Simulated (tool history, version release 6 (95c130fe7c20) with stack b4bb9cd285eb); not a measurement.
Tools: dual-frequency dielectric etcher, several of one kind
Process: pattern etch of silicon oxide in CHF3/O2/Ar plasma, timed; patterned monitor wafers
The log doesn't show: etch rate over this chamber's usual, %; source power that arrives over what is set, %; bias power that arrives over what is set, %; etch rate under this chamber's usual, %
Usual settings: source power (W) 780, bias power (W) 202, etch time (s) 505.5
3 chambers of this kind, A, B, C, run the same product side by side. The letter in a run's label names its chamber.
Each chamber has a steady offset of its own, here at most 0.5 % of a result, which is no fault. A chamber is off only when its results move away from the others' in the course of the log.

| run | day | source power (W) | bias power (W) | etch time (s) | hours since the last wet clean | hours since the last source power generator calibration | hours since the last bias power generator calibration | read-back reference wafer on the same gauge, depth_nm | mean etch depth across the wafer (Å) |
|---|---|---|---|---|---|---|---|---|---|
| 1A | 0.154 | 780 | 202 | 505.5 | 381.4 | 3137 | 1978.3 | 1369.6 | 11441 |
| 2C | 0.392 | 780 | 202 | 505.5 | 47 | 2214.1 | 827.5 | 1369.6 | 11536 |
|  | 0.504 | chamber A: wet clean of the chamber |
| 3B | 0.529 | 780 | 202 | 505.5 | 445.1 | 1244.2 | 1942.7 | 1369.4 | 11476 |
| 4C | 0.733 | 780 | 202 | 505.5 | 55.2 | 2222.3 | 835.7 | 1369.1 | 11528 |
| 5B | 0.979 | 850 | 202 | 449 | 455.9 | 1255 | 1953.5 | 1369 | 10519 |
| 6A | 1.2 | 850 | 202 | 449 | 16.8 | 3162.1 | 2003.4 | 1368.8 | 10497 |
| 7B | 1.371 | 850 | 202 | 449 | 465.3 | 1264.4 | 1962.9 | 1368.5 | 10541 |
| 8A | 1.533 | 780 | 202 | 505.5 | 24.8 | 3170.1 | 2011.4 | 1368.1 | 11445 |
| 9C | 1.712 | 780 | 202 | 505.5 | 78.7 | 2245.8 | 859.2 | 1368.1 | 11489 |
| 10B | 1.979 | 780 | 202 | 505.5 | 479.9 | 1279 | 1977.5 | 1367.6 | 11465 |
| 11A | 2.2 | 780 | 202 | 505.5 | 40.8 | 3186.1 | 2027.4 | 1367.7 | 11443 |
| 12C | 2.454 | 780 | 202 | 505.5 | 96.5 | 2263.6 | 877 | 1367.1 | 11498 |
| 13C | 2.646 | 780 | 202 | 505.5 | 101.1 | 2268.2 | 881.6 | 1366.6 | 11478 |
| 14A | 2.783 | 780 | 202 | 505.5 | 54.8 | 3200.1 | 2041.4 | 1366.6 | 11434 |
| 15B | 2.975 | 780 | 202 | 505.5 | 503.8 | 1302.9 | 2001.4 | 1366.6 | 11422 |
| 16B | 3.208 | 780 | 202 | 505.5 | 509.4 | 1308.5 | 2007 | 1366.5 | 11450 |
| 17A | 3.471 | 780 | 202 | 505.5 | 71.3 | 3216.6 | 2057.9 | 1366.1 | 11420 |
| 18C | 3.642 | 780 | 202 | 505.5 | 125 | 2292.1 | 905.5 | 1365.4 | 11493 |
| 19A | 3.771 | 780 | 202 | 505.5 | 78.5 | 3223.8 | 2065.1 | 1365.4 | 11403 |
|  | 3.867 | chamber B: wet clean of the chamber |
| 20B | 3.979 | 780 | 202 | 505.5 | 2.7 | 1327 | 2025.5 | 1365.6 | 11423 |
| 21C | 4.242 | 780 | 202 | 505.5 | 139.4 | 2306.5 | 919.9 | 1364.8 | 11496 |
| 22A | 4.488 | 780 | 202 | 505.5 | 95.7 | 3241 | 2082.3 | 1364.9 | 11416 |
| 23C | 4.7 | 780 | 202 | 505.5 | 150.4 | 2317.5 | 930.9 | 1364.5 | 11478 |
| 24B | 4.917 | 780 | 248 | 505.5 | 25.2 | 1349.5 | 2048 | 1364.4 | 12237 |
| 25B | 5.083 | 780 | 248 | 505.5 | 29.2 | 1353.5 | 2052 | 1364.3 | 12245 |

All 3 chambers run these settings next. Forecast each chamber's results:
| 26A | 5.279 | 780 | 202 | 505.5 |  |  |  |  | ? |
| 26B | 5.279 | 780 | 202 | 505.5 |  |  |  |  | ? |
| 26C | 5.279 | 780 | 202 | 505.5 |  |  |  |  | ? |

| run | mean etch depth across the wafer (Å) |
|---|---|
| 26A | 11421 |
| 26B | 11413 |
| 26C | 11493 |
